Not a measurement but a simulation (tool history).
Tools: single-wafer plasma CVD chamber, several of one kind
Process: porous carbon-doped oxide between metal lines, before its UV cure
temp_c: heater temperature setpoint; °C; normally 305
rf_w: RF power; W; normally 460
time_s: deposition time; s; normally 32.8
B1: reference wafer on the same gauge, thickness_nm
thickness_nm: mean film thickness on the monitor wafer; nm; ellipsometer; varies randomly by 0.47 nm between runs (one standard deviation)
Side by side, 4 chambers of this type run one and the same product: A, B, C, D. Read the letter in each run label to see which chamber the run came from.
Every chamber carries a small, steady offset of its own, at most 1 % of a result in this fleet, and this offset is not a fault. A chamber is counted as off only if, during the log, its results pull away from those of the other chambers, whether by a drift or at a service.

run 1B hour=6.7 | temp_c=305 rf_w=460 time_s=32.8 | B1=138.95 | thickness_nm=161.21
run 2A hour=15.5 | temp_c=305 rf_w=460 time_s=32.8 | B1=138.86 | thickness_nm=160.95
run 3D hour=24.7 | temp_c=305 rf_w=460 time_s=32.8 | B1=139.01 | thickness_nm=161.92
run 4C hour=35.9 | temp_c=305 rf_w=460 time_s=32.8 | B1=138.97 | thickness_nm=163.82
run 5B hour=50.2 | temp_c=305 rf_w=460 time_s=32.8 | B1=138.95 | thickness_nm=161.18
run 6A hour=63.5 | temp_c=305 rf_w=460 time_s=32.8 | B1=138.96 | thickness_nm=161.23
run 7D hour=71.0 | temp_c=305 rf_w=460 time_s=32.8 | B1=139.03 | thickness_nm=162.17
run 8C hour=78.4 | temp_c=319 rf_w=460 time_s=32.8 | B1=139.04 | thickness_nm=151.29
run 9D hour=85.0 | temp_c=319 rf_w=460 time_s=32.8 | B1=138.96 | thickness_nm=150.91
run 10A hour=96.6 | temp_c=319 rf_w=460 time_s=32.8 | B1=138.99 | thickness_nm=150.02
run 11C hour=106.4 | temp_c=319 rf_w=460 time_s=32.8 | B1=138.98 | thickness_nm=151.51
run 12B hour=112.8 | temp_c=305 rf_w=420 time_s=28.8 | B1=139.00 | thickness_nm=133.24
-- hour=114.1 chamber A: thermocouple changed; heater temperature recalibrated
run 13D hour=127.3 | temp_c=305 rf_w=420 time_s=28.8 | B1=139.06 | thickness_nm=133.66
run 14B hour=139.6 | temp_c=305 rf_w=420 time_s=28.8 | B1=139.06 | thickness_nm=133.16
run 15C hour=153.7 | temp_c=305 rf_w=420 time_s=28.8 | B1=139.00 | thickness_nm=133.90
run 16A hour=166.8 | temp_c=305 rf_w=460 time_s=32.8 | B1=139.05 | thickness_nm=160.73
run 17C hour=176.6 | temp_c=305 rf_w=490 time_s=32.8 | B1=139.00 | thickness_nm=169.99
run 18A hour=186.6 | temp_c=305 rf_w=490 time_s=32.8 | B1=139.06 | thickness_nm=167.79
-- hour=187.9 chamber B: thermocouple changed; heater temperature recalibrated
run 19D hour=200.6 | temp_c=305 rf_w=490 time_s=32.8 | B1=139.04 | thickness_nm=169.86
run 20B hour=210.5 | temp_c=305 rf_w=490 time_s=32.8 | B1=138.96 | thickness_nm=168.68
run 21D hour=218.3 | temp_c=305 rf_w=460 time_s=32.8 | B1=139.15 | thickness_nm=162.05
run 22C hour=233.0 | temp_c=305 rf_w=460 time_s=32.8 | B1=139.06 | thickness_nm=163.38
run 23A hour=246.5 | temp_c=305 rf_w=460 time_s=32.8 | B1=139.04 | thickness_nm=160.92
run 24B hour=256.6 | temp_c=305 rf_w=460 time_s=32.8 | B1=139.07 | thickness_nm=162.14
run 25B hour=265.8 | temp_c=305 rf_w=460 time_s=32.8 | B1=139.01 | thickness_nm=161.53
run 26D hour=272.5 | temp_c=305 rf_w=460 time_s=32.8 | B1=139.02 | thickness_nm=162.58
run 27A hour=279.1 | temp_c=305 rf_w=460 time_s=32.8 | B1=138.91 | thickness_nm=161.57
run 28C hour=287.9 | temp_c=305 rf_w=460 time_s=32.8 | B1=139.02 | thickness_nm=162.97
run 29B hour=298.4 | temp_c=305 rf_w=460 time_s=32.8 | B1=139.03 | thickness_nm=161.15
run 30D hour=306.1 | temp_c=305 rf_w=460 time_s=32.8 | B1=139.03 | thickness_nm=161.94
run 31A hour=320.6 | temp_c=305 rf_w=460 time_s=32.8 | B1=139.01 | thickness_nm=162.26
run 32C hour=332.5 | temp_c=305 rf_w=460 time_s=32.8 | B1=138.99 | thickness_nm=162.85
run 33D hour=347.0 | temp_c=305 rf_w=460 time_s=32.8 | B1=138.97 | thickness_nm=163.59

Predict what each chamber gives when all 4 of them run the settings below next.
run 34A hour=357.5 | temp_c=305 rf_w=460 time_s=36.6 | thickness_nm=?
run 34B hour=357.5 | temp_c=305 rf_w=460 time_s=36.6 | thickness_nm=?
run 34C hour=357.5 | temp_c=305 rf_w=460 time_s=36.6 | thickness_nm=?
run 34D hour=357.5 | temp_c=305 rf_w=460 time_s=36.6 | thickness_nm=?

run=34A thickness_nm=179.43
run=34B thickness_nm=179.45
run=34C thickness_nm=181.11
run=34D thickness_nm=180.76
